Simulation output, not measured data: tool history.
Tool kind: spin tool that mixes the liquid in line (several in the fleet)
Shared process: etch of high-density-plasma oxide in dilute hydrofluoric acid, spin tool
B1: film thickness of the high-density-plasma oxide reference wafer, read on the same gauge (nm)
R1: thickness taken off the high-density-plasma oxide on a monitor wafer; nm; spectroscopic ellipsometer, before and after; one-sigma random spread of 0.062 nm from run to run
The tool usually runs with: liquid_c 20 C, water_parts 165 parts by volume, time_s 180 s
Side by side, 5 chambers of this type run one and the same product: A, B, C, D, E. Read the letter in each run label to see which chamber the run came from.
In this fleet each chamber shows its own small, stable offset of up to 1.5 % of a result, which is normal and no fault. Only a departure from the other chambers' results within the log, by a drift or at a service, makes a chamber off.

run 1E hour=3.6 | liquid_c=20 water_parts=165 time_s=180 | B1=39.991 | R1=7.1974
run 2B hour=6.2 | liquid_c=20 water_parts=165 time_s=180 | B1=39.993 | R1=7.103
run 3D hour=8.8 | liquid_c=20 water_parts=165 time_s=180 | B1=40.001 | R1=7.0805
run 4C hour=12 | liquid_c=20 water_parts=165 time_s=180 | B1=39.981 | R1=7.11
run 5A hour=15.9 | liquid_c=20 water_parts=165 time_s=180 | B1=40.034 | R1=7.0444
run 6B hour=18.3 | liquid_c=20 water_parts=165 time_s=180 | B1=39.977 | R1=7.0902
run 7A hour=20.4 | liquid_c=20 water_parts=165 time_s=180 | B1=39.996 | R1=7.2038
run 8C hour=23.7 | liquid_c=20 water_parts=165 time_s=180 | B1=39.97 | R1=7.253
run 9E hour=26.1 | liquid_c=20 water_parts=165 time_s=180 | B1=40.015 | R1=7.1718
run 10D hour=28.7 | liquid_c=17.5 water_parts=165 time_s=285 | B1=40.018 | R1=10.012
run 11D hour=32.2 | liquid_c=17.5 water_parts=165 time_s=285 | B1=40.015 | R1=9.9643
run 12E hour=35.5 | liquid_c=17.5 water_parts=165 time_s=285 | B1=39.987 | R1=10.219
run 13B hour=39.5 | liquid_c=17.5 water_parts=165 time_s=285 | B1=39.986 | R1=9.9271
run 14C hour=43.5 | liquid_c=17.5 water_parts=165 time_s=285 | B1=40.006 | R1=10.241
run 15A hour=46.2 | liquid_c=20 water_parts=165 time_s=180 | B1=39.99 | R1=7.0474
run 16D hour=48.9 | liquid_c=17 water_parts=165 time_s=255 | B1=39.998 | R1=8.832
run 17C hour=52.1 | liquid_c=17 water_parts=165 time_s=255 | B1=40.04 | R1=9.1086
run 18B hour=54.5 | liquid_c=17 water_parts=165 time_s=255 | B1=39.997 | R1=8.6135
run 19E hour=56.9 | liquid_c=17 water_parts=165 time_s=255 | B1=40.01 | R1=9.0413
run 20A hour=59.3 | liquid_c=17 water_parts=165 time_s=255 | B1=40.004 | R1=8.9018
run 21E hour=61.9 | liquid_c=20 water_parts=165 time_s=180 | B1=40.024 | R1=7.1568
run 22A hour=64.3 | liquid_c=20 water_parts=165 time_s=180 | B1=40.009 | R1=7.1142
run 23D hour=68.4 | liquid_c=17 water_parts=220 time_s=180 | B1=40.039 | R1=4.4393
run 24C hour=72.2 | liquid_c=17 water_parts=220 time_s=180 | B1=40.022 | R1=4.5333
run 25B hour=74.7 | liquid_c=17 water_parts=220 time_s=180 | B1=39.981 | R1=4.2497
run 26D hour=78 | liquid_c=17 water_parts=220 time_s=180 | B1=40.02 | R1=4.4645
run 27C hour=81.1 | liquid_c=17 water_parts=220 time_s=180 | B1=39.992 | R1=4.4978
run 28B hour=85.2 | liquid_c=20 water_parts=165 time_s=180 | B1=39.987 | R1=6.5842
run 29E hour=89.5 | liquid_c=20 water_parts=165 time_s=180 | B1=40.001 | R1=7.1297
run 30A hour=93.5 | liquid_c=20 water_parts=165 time_s=180 | B1=39.99 | R1=7.1568
run 31C hour=95.5 | liquid_c=20 water_parts=165 time_s=180 | B1=40.033 | R1=7.0297
run 32A hour=98.6 | liquid_c=17 water_parts=165 time_s=130 | B1=40.034 | R1=4.5912
run 33E hour=102 | liquid_c=17 water_parts=165 time_s=130 | B1=40.002 | R1=4.6583
run 34B hour=104.1 | liquid_c=17 water_parts=165 time_s=130 | B1=39.99 | R1=4.1584
run 35D hour=106.4 | liquid_c=17 water_parts=165 time_s=130 | B1=39.985 | R1=4.5213
run 36B hour=108.2 | liquid_c=17 water_parts=165 time_s=130 | B1=40.031 | R1=4.0802
run 37E hour=110.4 | liquid_c=20 water_parts=165 time_s=180 | B1=40.029 | R1=7.1413
run 38C hour=114.6 | liquid_c=20 water_parts=165 time_s=180 | B1=39.957 | R1=7.0945
run 39D hour=117.4 | liquid_c=20 water_parts=165 time_s=180 | B1=39.997 | R1=6.9873

Each of the 5 chambers runs these same settings next. Fill in every chamber's results:
run 40A hour=120.5 | liquid_c=20 water_parts=165 time_s=180 | R1=?
run 40B hour=120.5 | liquid_c=20 water_parts=165 time_s=180 | R1=?
run 40C hour=120.5 | liquid_c=20 water_parts=165 time_s=180 | R1=?
run 40D hour=120.5 | liquid_c=20 water_parts=165 time_s=180 | R1=?
run 40E hour=120.5 | liquid_c=20 water_parts=165 time_s=180 | R1=?

run=40A R1=7.0867
run=40B R1=6.2844
run=40C R1=7.1467
run=40D R1=6.893
run=40E R1=7.141

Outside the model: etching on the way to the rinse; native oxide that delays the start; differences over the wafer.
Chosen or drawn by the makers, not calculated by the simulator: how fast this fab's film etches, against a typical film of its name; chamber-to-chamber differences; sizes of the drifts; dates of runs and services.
